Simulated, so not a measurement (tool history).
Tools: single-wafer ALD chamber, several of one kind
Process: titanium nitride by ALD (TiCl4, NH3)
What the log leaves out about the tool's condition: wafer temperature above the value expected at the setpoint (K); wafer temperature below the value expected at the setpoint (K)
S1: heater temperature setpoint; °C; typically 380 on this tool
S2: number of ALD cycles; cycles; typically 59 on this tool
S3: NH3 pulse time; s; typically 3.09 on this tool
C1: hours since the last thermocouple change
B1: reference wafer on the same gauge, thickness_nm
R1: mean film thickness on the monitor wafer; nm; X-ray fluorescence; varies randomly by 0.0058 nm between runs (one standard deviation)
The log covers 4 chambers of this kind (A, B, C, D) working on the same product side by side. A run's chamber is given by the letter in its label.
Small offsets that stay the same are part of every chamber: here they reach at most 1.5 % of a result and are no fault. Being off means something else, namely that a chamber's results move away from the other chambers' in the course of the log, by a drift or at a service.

run	hour	S1	S2	S3	C1	B1	R1
1D	5.4	380	59	3.09	2415.2	1.1999	1.313
2C	10.9	380	59	3.09	112.5	1.1999	1.3136
3A	15.3	380	59	3.09	1470.7	1.2005	1.3191
4B	21.8	380	59	3.09	719.1	1.1998	1.2991
5A	30.3	380	53	3.09	1485.7	1.2005	1.1789
6B	36.3	380	53	3.09	733.6	1.199	1.1577
7D	44.4	380	53	3.09	2454.2	1.1999	1.1604
8C	48.5	380	53	3.09	150.1	1.2001	1.1829
9A	53.7	380	59	3.09	1509.1	1.2009	1.3211
10D	58.5	380	59	3.09	2468.3	1.1998	1.2996
11C	64.6	380	59	3.09	166.2	1.2002	1.3186
12B	70.1	380	59	3.54	767.4	1.201	1.2981
13C	78.2	380	59	3.54	179.8	1.2006	1.3325
14B	84.9	380	59	3.54	782.2	1.1999	1.2943
15A	90.8	380	59	3.54	1546.2	1.2008	1.3148
16D	98.1	380	59	3.09	2507.9	1.2001	1.304
17B	104.4	380	59	3.09	801.7	1.2005	1.2933
18D	108.4	380	59	3.09	2518.2	1.1995	1.305
19A	117.2	380	59	3.09	1572.6	1.1988	1.3127
20C	122.8	380	59	3.09	224.4	1.2008	1.3261
21C	127.4	380	59	3.09	229	1.201	1.3096
22D	132	380	59	3.09	2541.8	1.2006	1.3057
23A	140.6	380	59	3.09	1596	1.201	1.3087
24B	147.5	380	59	3.09	844.8	1.1997	1.2946
25B	152.6	380	59	3.09	849.9	1.1994	1.3081
26C	158.6	380	59	3.09	260.2	1.1992	1.3244
27D	163.5	380	59	3.09	2573.3	1.2002	1.2925
28A	172.5	380	59	3.09	1627.9	1.1991	1.3101
29D	180.6	380	59	3.09	2590.4	1.1993	1.295
30C	187.8	380	59	3.09	289.4	1.2005	1.3257
31A	193.6	392	59	2.44	1649	1.1999	1.2985
32B	200.5	392	59	2.44	897.8	1.2002	1.2895
33D	208.9	392	59	2.44	2618.7	1.2004	1.2958
34C	213.9	392	59	2.44	315.5	1.201	1.3172
35A	220.7	380	59	3.09	1676.1	1.2011	1.3115
36B	226.7	380	59	3.09	924	1.2	1.2867
37A	232.1	380	59	3.09	1687.5	1.1985	1.3178
38B	238.6	380	59	3.09	935.9	1.199	1.2816
39C	244.8	380	59	3.09	346.4	1.1993	1.3124
40D	253.4	393	59	4.28	2663.2	1.2013	1.323

Predict what each chamber gives when all 4 of them run the settings below next.
41A	260	380	67	3.09			?
41B	260	380	67	3.09			?
41C	260	380	67	3.09			?
41D	260	380	67	3.09			?

run	R1
41A	1.5014
41B	1.4618
41C	1.4972
41D	1.485
